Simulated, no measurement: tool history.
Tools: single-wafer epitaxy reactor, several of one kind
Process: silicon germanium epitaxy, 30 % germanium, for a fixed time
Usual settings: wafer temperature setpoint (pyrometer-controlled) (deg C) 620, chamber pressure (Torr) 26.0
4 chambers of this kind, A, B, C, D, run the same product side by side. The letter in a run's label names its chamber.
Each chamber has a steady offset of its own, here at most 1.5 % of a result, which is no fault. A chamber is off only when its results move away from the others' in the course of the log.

run	hour	wafer temperature setpoint (pyrometer-controlled) (deg C)	chamber pressure (Torr)	hours since the last pyrometer calibration	hours since the last manometer calibration	read-back reference wafer on the same gauge, thickness_nm	mean film thickness on the monitor wafer (nm)
1D	4.1	620	26.0	289.7	1529.2	100.34	94.421
2C	8.3	620	26.0	493.4	847.3	100.38	94.226
3B	10.8	620	26.0	1400.8	694.2	100.28	94.560
4A	14.7	620	26.0	1396.7	895.1	100.27	92.376
5C	18.8	620	26.0	503.9	857.8	100.30	93.782
6B	21.1	620	26.0	1411.1	704.5	100.40	94.282
7A	25.2	620	21.7	1407.2	905.6	100.27	85.755
8D	29.0	620	21.7	314.6	1554.1	100.27	87.375
9C	31.6	620	21.7	516.7	870.6	100.31	87.282
10B	34.1	620	21.7	1424.1	717.5	100.25	88.213
11D	38.0	620	26.0	323.6	1563.1	100.33	94.174
12A	41.7	620	26.0	1423.7	922.1	100.31	92.234
13A	43.7	620	26.0	1425.7	924.1	100.32	91.987
14D	45.9	620	26.0	331.5	1571.0	100.29	93.966
15B	48.8	631	26.0	1438.8	732.2	100.22	113.860
16C	52.0	631	26.0	537.1	891.0	100.26	113.350
17B	55.2	631	26.0	1445.2	738.6	100.25	113.840
18D	57.4	631	26.0	343.0	1582.5	100.25	112.630
19C	61.2	620	26.0	546.3	900.2	100.37	93.333
20A	64.1	620	26.0	1446.1	944.5	100.31	92.067
21B	68.0	620	26.0	1458.0	751.4	100.40	94.279
22A	71.9	620	26.0	1453.9	952.3	100.36	92.289
23D	74.1	620	26.0	359.7	1599.2	100.30	93.693
24C	77.5	620	26.0	562.6	916.5	100.27	93.879
25B	80.0	620	26.0	1470.0	763.4	100.31	94.904
26D	83.1	620	26.0	368.7	1608.2	100.29	94.336
27A	87.3	620	26.0	1469.3	967.7	100.34	92.445
28C	90.1	620	26.0	575.2	929.1	100.31	93.708
29D	94.5	620	26.0	380.1	1619.6	100.30	94.325
30C	97.8	620	26.0	582.9	936.8	100.25	93.912
31A	102.0	620	26.0	1484.0	982.4	100.30	92.092

What goes on in this fleet: one chamber off, a drifting gauge, or nothing beyond the chambers' own small offsets? Name the chamber and the cause, if any.

No chamber stands off beyond its own small offset, and the gauge holds steady.
